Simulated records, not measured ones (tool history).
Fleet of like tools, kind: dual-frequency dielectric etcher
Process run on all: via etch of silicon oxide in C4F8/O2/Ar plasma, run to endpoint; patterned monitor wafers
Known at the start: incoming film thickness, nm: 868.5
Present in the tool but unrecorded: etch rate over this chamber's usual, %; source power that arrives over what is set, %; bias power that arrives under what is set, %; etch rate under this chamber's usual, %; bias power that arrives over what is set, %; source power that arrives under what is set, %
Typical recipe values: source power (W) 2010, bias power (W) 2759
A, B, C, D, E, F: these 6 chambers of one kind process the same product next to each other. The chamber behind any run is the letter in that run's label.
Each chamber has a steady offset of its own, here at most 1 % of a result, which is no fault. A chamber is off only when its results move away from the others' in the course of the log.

| run | day | source power (W) | bias power (W) | hours since the last wet clean | hours since the last source power generator calibration | hours since the last bias power generator calibration | endpoint time (s) |
|---|---|---|---|---|---|---|---|
| 1B | 0.229 | 2010 | 2759 | 588.4 | 4474.8 | 2121.1 | 156.04 |
| 2F | 0.396 | 2010 | 2759 | 256.5 | 209.2 | 3145.9 | 155.10 |
| 3D | 0.600 | 2010 | 2759 | 121.7 | 1692.6 | 1068.5 | 155.95 |
| 4A | 0.717 | 2010 | 2759 | 544.3 | 3423.2 | 980.5 | 155.29 |
| 5C | 0.883 | 2010 | 2759 | 72.2 | 431.0 | 1801.0 | 154.85 |
| 6E | 1.029 | 1650 | 2248 | 518.6 | 1637.5 | 2995.3 | 179.73 |
| 7F | 1.250 | 1650 | 2248 | 277.0 | 229.7 | 3166.4 | 178.39 |
| 8B | 1.429 | 1650 | 2248 | 617.2 | 4503.6 | 2149.9 | 179.81 |
| 9A | 1.671 | 1650 | 2248 | 567.2 | 3446.1 | 1003.4 | 181.15 |
|  | 1.729 | chamber B: wet clean of the chamber |
| 10C | 1.850 | 1650 | 2248 | 95.4 | 454.2 | 1824.2 | 177.44 |
| 11E | 1.979 | 1650 | 2248 | 541.4 | 1660.3 | 3018.1 | 177.70 |
| 12D | 2.104 | 2010 | 2759 | 157.8 | 1728.7 | 1104.6 | 156.04 |
|  | 2.267 | chamber E: wet clean of the chamber |
| 13E | 2.308 | 2010 | 2759 | 1.0 | 1668.2 | 3026.0 | 150.03 |
| 14C | 2.475 | 2010 | 2759 | 110.4 | 469.2 | 1839.2 | 155.36 |
| 15D | 2.700 | 2010 | 2759 | 172.1 | 1743.0 | 1118.9 | 154.89 |
| 16F | 2.912 | 2010 | 2759 | 316.9 | 269.6 | 3206.3 | 154.87 |
| 17A | 3.108 | 2010 | 2759 | 601.7 | 3480.6 | 1037.9 | 155.49 |
| 18B | 3.246 | 2010 | 2759 | 36.5 | 4547.2 | 2193.5 | 156.25 |
| 19A | 3.479 | 2010 | 2759 | 610.6 | 3489.5 | 1046.8 | 154.84 |
| 20C | 3.646 | 2010 | 2759 | 138.5 | 497.3 | 1867.3 | 154.15 |
| 21B | 3.800 | 2010 | 2759 | 49.8 | 4560.5 | 2206.8 | 154.72 |
|  | 3.975 | chamber A: wet clean of the chamber |
| 22F | 4.017 | 2010 | 2759 | 343.4 | 296.1 | 3232.8 | 157.47 |
| 23E | 4.204 | 1850 | 2759 | 46.5 | 1713.7 | 3071.5 | 155.22 |
| 24D | 4.392 | 1850 | 2759 | 212.7 | 1783.6 | 1159.5 | 161.44 |
| 25C | 4.575 | 1850 | 2759 | 160.8 | 519.6 | 1889.6 | 160.09 |
| 26D | 4.779 | 1850 | 2759 | 222.0 | 1792.9 | 1168.8 | 160.74 |
| 27F | 4.958 | 1850 | 2759 | 366.0 | 318.7 | 3255.4 | 159.95 |
| 28A | 5.175 | 1850 | 2759 | 28.8 | 3530.2 | 1087.5 | 159.55 |
| 29E | 5.329 | 2010 | 2759 | 73.5 | 1740.7 | 3098.5 | 151.19 |
| 30B | 5.496 | 2010 | 2759 | 90.5 | 4601.2 | 2247.5 | 156.22 |
| 31B | 5.608 | 2010 | 2759 | 93.2 | 4603.9 | 2250.2 | 154.48 |
| 32D | 5.838 | 2010 | 2759 | 247.4 | 1818.3 | 1194.2 | 155.60 |
| 33A | 6.083 | 2010 | 2759 | 50.6 | 3552.0 | 1109.3 | 155.58 |
| 34F | 6.192 | 2010 | 2759 | 395.6 | 348.3 | 3285.0 | 154.21 |
| 35E | 6.379 | 2010 | 2759 | 98.7 | 1765.9 | 3123.7 | 150.27 |
| 36C | 6.596 | 2010 | 2759 | 209.3 | 568.1 | 1938.1 | 153.18 |
|  | 6.617 | chamber F: wet clean of the chamber |
| 37F | 6.717 | 2010 | 2759 | 2.4 | 360.9 | 3297.6 | 155.65 |
| 38E | 6.921 | 2010 | 2759 | 111.7 | 1778.9 | 3136.7 | 148.75 |
| 39A | 7.038 | 2010 | 2759 | 73.5 | 3574.9 | 1132.2 | 156.68 |
| 40D | 7.158 | 2420 | 3107 | 279.1 | 1850.0 | 1225.9 | 140.57 |
| 41B | 7.338 | 2420 | 3107 | 134.7 | 4645.4 | 2291.7 | 139.89 |
| 42C | 7.550 | 2420 | 3107 | 232.2 | 591.0 | 1961.0 | 137.29 |

Has any chamber moved away from the others, gradually or after a service, or does the common gauge drift, or do the chambers differ only by their own small steady offsets? State the chamber and the most likely cause if one applies.

Chamber E came out of a service off from its peers and stayed that way.
Most likely cause: etch rate over this chamber's usual, % = 3.81.

Here are 4 candidates for chamber E's next run, each the usual settings with a change, their results left as question marks. Which one brings its results back in line with what the others give on the usual settings?
Allowed miss from the other chambers' usual-settings mean, per result, to count as in line: endpoint time (s) 3.00
| 43E-1 | 7.729 | 1910 | 2648 |  |  |  | ? |
| 43E-2 | 7.729 | 2180 | 2759 |  |  |  | ? |
| 43E-3 | 7.729 | 2010 | 2132 |  |  |  | ? |
| 43E-4 | 7.729 | 2230 | 2996 |  |  |  | ? |

The other chambers' mean on the usual settings: endpoint time (s) 155.16
| run | endpoint time (s) |
|---|---|
| 43E-1 | 154.94 |
| 43E-2 | 145.21 |
| 43E-3 | 161.96 |
| 43E-4 | 140.32 |
The answer is 43E-1, which returns the chamber to within the allowed miss of the others.
